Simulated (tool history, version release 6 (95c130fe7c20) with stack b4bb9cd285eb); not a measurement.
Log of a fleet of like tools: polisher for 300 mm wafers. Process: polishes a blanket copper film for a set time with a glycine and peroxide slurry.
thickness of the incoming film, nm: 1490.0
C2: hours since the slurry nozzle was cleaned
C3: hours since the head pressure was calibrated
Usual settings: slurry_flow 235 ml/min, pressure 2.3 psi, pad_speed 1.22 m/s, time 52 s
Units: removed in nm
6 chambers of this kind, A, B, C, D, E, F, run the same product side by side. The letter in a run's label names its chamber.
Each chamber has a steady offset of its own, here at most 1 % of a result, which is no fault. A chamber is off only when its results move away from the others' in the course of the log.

run 1D hour=8.5 | slurry_flow=235 pressure=2.3 pad_speed=1.22 time=52 | wafers_polished_on_this_pad=532 C2=81 C3=187.2 | removed=297.2
run 2B hour=21 | slurry_flow=235 pressure=2.3 pad_speed=1.22 time=52 | wafers_polished_on_this_pad=824 C2=561.4 C3=850.7 | removed=293.93
run 3C hour=30.4 | slurry_flow=235 pressure=2.3 pad_speed=1.22 time=52 | wafers_polished_on_this_pad=1431 C2=58.9 C3=776.5 | removed=293.35
-- hour=37.8 chamber E: worn pad replaced by a new one
run 4F hour=40 | slurry_flow=235 pressure=2.3 pad_speed=1.22 time=52 | wafers_polished_on_this_pad=736 C2=513 C3=281.6 | removed=298.59
-- hour=40.4 chamber B: worn pad replaced by a new one
-- hour=47 chamber C: worn pad replaced by a new one
run 5A hour=51.3 | slurry_flow=190 pressure=1.6 pad_speed=1.22 time=52 | wafers_polished_on_this_pad=945 C2=624.8 C3=413.9 | removed=216.3
run 6E hour=58 | slurry_flow=190 pressure=1.6 pad_speed=1.22 time=52 | wafers_polished_on_this_pad=191 C2=184.2 C3=539.1 | removed=214.05
-- hour=65.2 chamber D: worn pad replaced by a new one
-- hour=65.5 chamber F: worn pad replaced by a new one
run 7E hour=69.7 | slurry_flow=190 pressure=1.6 pad_speed=1.22 time=52 | wafers_polished_on_this_pad=302 C2=195.9 C3=550.8 | removed=213.62
-- hour=79.9 chamber B: slurry nozzle cleaned
run 8A hour=82.2 | slurry_flow=190 pressure=1.6 pad_speed=1.22 time=52 | wafers_polished_on_this_pad=1237 C2=655.7 C3=444.8 | removed=212.9
-- hour=85.3 chamber E: head pressure recalibrated
run 9C hour=91.2 | slurry_flow=190 pressure=1.6 pad_speed=1.22 time=52 | wafers_polished_on_this_pad=418 C2=119.7 C3=837.3 | removed=211.62
run 10D hour=97.2 | slurry_flow=190 pressure=1.6 pad_speed=1.22 time=52 | wafers_polished_on_this_pad=302 C2=169.7 C3=275.9 | removed=218.57
run 11F hour=103.8 | slurry_flow=235 pressure=2.3 pad_speed=1.22 time=52 | wafers_polished_on_this_pad=362 C2=576.8 C3=345.4 | removed=296.44
run 12B hour=113.8 | slurry_flow=235 pressure=3 pad_speed=0.86 time=52 | wafers_polished_on_this_pad=694 C2=34 C3=943.5 | removed=274.29
-- hour=116.7 chamber A: slurry nozzle cleaned
run 13C hour=120.4 | slurry_flow=235 pressure=3 pad_speed=0.86 time=52 | wafers_polished_on_this_pad=694 C2=148.9 C3=866.5 | removed=274.35
run 14D hour=127.2 | slurry_flow=235 pressure=3 pad_speed=0.86 time=52 | wafers_polished_on_this_pad=586 C2=199.7 C3=305.9 | removed=278.22
-- hour=129.3 chamber E: worn pad replaced by a new one
run 15B hour=133.1 | slurry_flow=235 pressure=3 pad_speed=0.86 time=52 | wafers_polished_on_this_pad=876 C2=53.3 C3=962.8 | removed=274.74
-- hour=140.7 chamber B: worn pad replaced by a new one
-- hour=143.5 chamber E: slurry nozzle cleaned
run 16F hour=143.5 | slurry_flow=235 pressure=3 pad_speed=0.86 time=52 | wafers_polished_on_this_pad=737 C2=616.5 C3=385.1 | removed=279.01
run 17A hour=156.2 | slurry_flow=235 pressure=3 pad_speed=0.86 time=52 | wafers_polished_on_this_pad=1936 C2=39.5 C3=518.8 | removed=270.98
run 18E hour=164.6 | slurry_flow=235 pressure=2.3 pad_speed=1.22 time=52 | wafers_polished_on_this_pad=334 C2=21.1 C3=79.3 | removed=293.82
-- hour=168.5 chamber F: worn pad replaced by a new one
run 19D hour=171.7 | slurry_flow=235 pressure=2.3 pad_speed=1.22 time=52 | wafers_polished_on_this_pad=1006 C2=244.2 C3=350.4 | removed=297.56
run 20E hour=181.1 | slurry_flow=235 pressure=2.3 pad_speed=1.22 time=52 | wafers_polished_on_this_pad=489 C2=37.6 C3=95.8 | removed=297.24
run 21A hour=190.6 | slurry_flow=235 pressure=2.3 pad_speed=1.22 time=52 | wafers_polished_on_this_pad=2261 C2=73.9 C3=553.2 | removed=293.03
-- hour=193 chamber C: worn pad replaced by a new one
-- hour=193.3 chamber D: worn pad replaced by a new one
run 22C hour=204.1 | slurry_flow=235 pressure=2.3 pad_speed=1.22 time=52 | wafers_polished_on_this_pad=105 C2=232.6 C3=950.2 | removed=291.34
run 23F hour=213.3 | slurry_flow=235 pressure=2.3 pad_speed=1.22 time=52 | wafers_polished_on_this_pad=423 C2=686.3 C3=454.9 | removed=294.56
-- hour=216.5 chamber F: slurry nozzle cleaned
run 24B hour=224.6 | slurry_flow=235 pressure=2.3 pad_speed=1.22 time=52 | wafers_polished_on_this_pad=793 C2=144.8 C3=1054.3 | removed=295.53
-- hour=234.6 chamber E: worn pad replaced by a new one
run 25D hour=238.1 | slurry_flow=235 pressure=2.3 pad_speed=1.22 time=52 | wafers_polished_on_this_pad=424 C2=310.6 C3=416.8 | removed=298.89
run 26F hour=247.8 | slurry_flow=235 pressure=2.3 pad_speed=1.22 time=52 | wafers_polished_on_this_pad=749 C2=31.4 C3=489.4 | removed=295.63
run 27B hour=257.5 | slurry_flow=235 pressure=2.3 pad_speed=1.22 time=52 | wafers_polished_on_this_pad=1104 C2=177.7 C3=1087.2 | removed=294.97
-- hour=266.7 chamber B: worn pad replaced by a new one
run 28C hour=270.5 | slurry_flow=235 pressure=2.3 pad_speed=1.22 time=52 | wafers_polished_on_this_pad=732 C2=299 C3=1016.6 | removed=295.91
-- hour=280.3 chamber F: worn pad replaced by a new one
run 29E hour=282 | slurry_flow=235 pressure=2.3 pad_speed=1.22 time=52 | wafers_polished_on_this_pad=448 C2=138.5 C3=196.7 | removed=295.58
-- hour=288.4 chamber C: slurry nozzle cleaned
run 30A hour=291.3 | slurry_flow=235 pressure=2.3 pad_speed=1.22 time=52 | wafers_polished_on_this_pad=3212 C2=174.6 C3=653.9 | removed=282.65
run 31F hour=303.6 | slurry_flow=235 pressure=2.3 pad_speed=1.22 time=52 | wafers_polished_on_this_pad=220 C2=87.2 C3=545.2 | removed=293.38
run 32A hour=311.3 | slurry_flow=235 pressure=2.3 pad_speed=1.22 time=52 | wafers_polished_on_this_pad=3401 C2=194.6 C3=673.9 | removed=283.63
-- hour=311.6 chamber D: worn pad replaced by a new one
run 33D hour=317.7 | slurry_flow=235 pressure=2.3 pad_speed=1.22 time=52 | wafers_polished_on_this_pad=58 C2=390.2 C3=496.4 | removed=296.99
-- hour=323.8 chamber C: worn pad replaced by a new one
run 34B hour=326.4 | slurry_flow=235 pressure=2.3 pad_speed=1.22 time=52 | wafers_polished_on_this_pad=564 C2=246.6 C3=1156.1 | removed=289.67
-- hour=329 chamber E: worn pad replaced by a new one
run 35C hour=332.9 | slurry_flow=235 pressure=2.3 pad_speed=1.22 time=52 | wafers_polished_on_this_pad=86 C2=44.5 C3=1079 | removed=293.27
run 36E hour=339.5 | slurry_flow=235 pressure=2.3 pad_speed=1.22 time=52 | wafers_polished_on_this_pad=99 C2=196 C3=254.2 | removed=294.86
run 37E hour=350 | slurry_flow=235 pressure=2.3 pad_speed=1.22 time=52 | wafers_polished_on_this_pad=198 C2=206.5 C3=264.7 | removed=296.17
run 38D hour=363.3 | slurry_flow=235 pressure=2.3 pad_speed=1.22 time=52 | wafers_polished_on_this_pad=489 C2=435.8 C3=542 | removed=295.43
-- hour=369.3 chamber B: worn pad replaced by a new one
run 39A hour=372 | slurry_flow=235 pressure=2.3 pad_speed=1.22 time=52 | wafers_polished_on_this_pad=3975 C2=255.3 C3=734.6 | removed=279.64
run 40F hour=382.1 | slurry_flow=235 pressure=2.3 pad_speed=0.96 time=69 | wafers_polished_on_this_pad=962 C2=165.7 C3=623.7 | removed=321.44
run 41B hour=395 | slurry_flow=235 pressure=2.3 pad_speed=0.96 time=69 | wafers_polished_on_this_pad=243 C2=315.2 C3=1224.7 | removed=321.81
run 42C hour=408.2 | slurry_flow=235 pressure=2.3 pad_speed=0.96 time=69 | wafers_polished_on_this_pad=798 C2=119.8 C3=1154.3 | removed=317.5

What goes on in this fleet: one chamber off, a drifting gauge, or nothing beyond the chambers' own small offsets? Name the chamber and the cause, if any.

Chamber A drifts away from the others.
Cause: removal rate lost through wear of the pad, % = 6.41.
The log may not tell that from: slurry flow missing at the pad, %; head's pressure below its setpoint, %.

Here are 4 candidates for chamber A's next run, each the usual settings with a change, their results left as question marks. Which one brings its results back in line with what the others give on the usual settings?
In line means no further than this from the other chambers' mean on the usual settings: removed 7.7 nm
run 43A-1 hour=417.9 | slurry_flow=235 pressure=2.1 pad_speed=1.22 time=52 | removed=?
run 43A-2 hour=417.9 | slurry_flow=235 pressure=2.4 pad_speed=1.24 time=53 | removed=?
run 43A-3 hour=417.9 | slurry_flow=235 pressure=2.3 pad_speed=1.24 time=52 | removed=?
run 43A-4 hour=417.9 | slurry_flow=235 pressure=2.3 pad_speed=1.2 time=52 | removed=?

The other chambers' mean on the usual settings: removed 294.81 nm
run=43A-1 removed=256.69
run=43A-2 removed=295.82
run=43A-3 removed=280.2
run=43A-4 removed=272.69
43A-2 brings the chamber back in line.
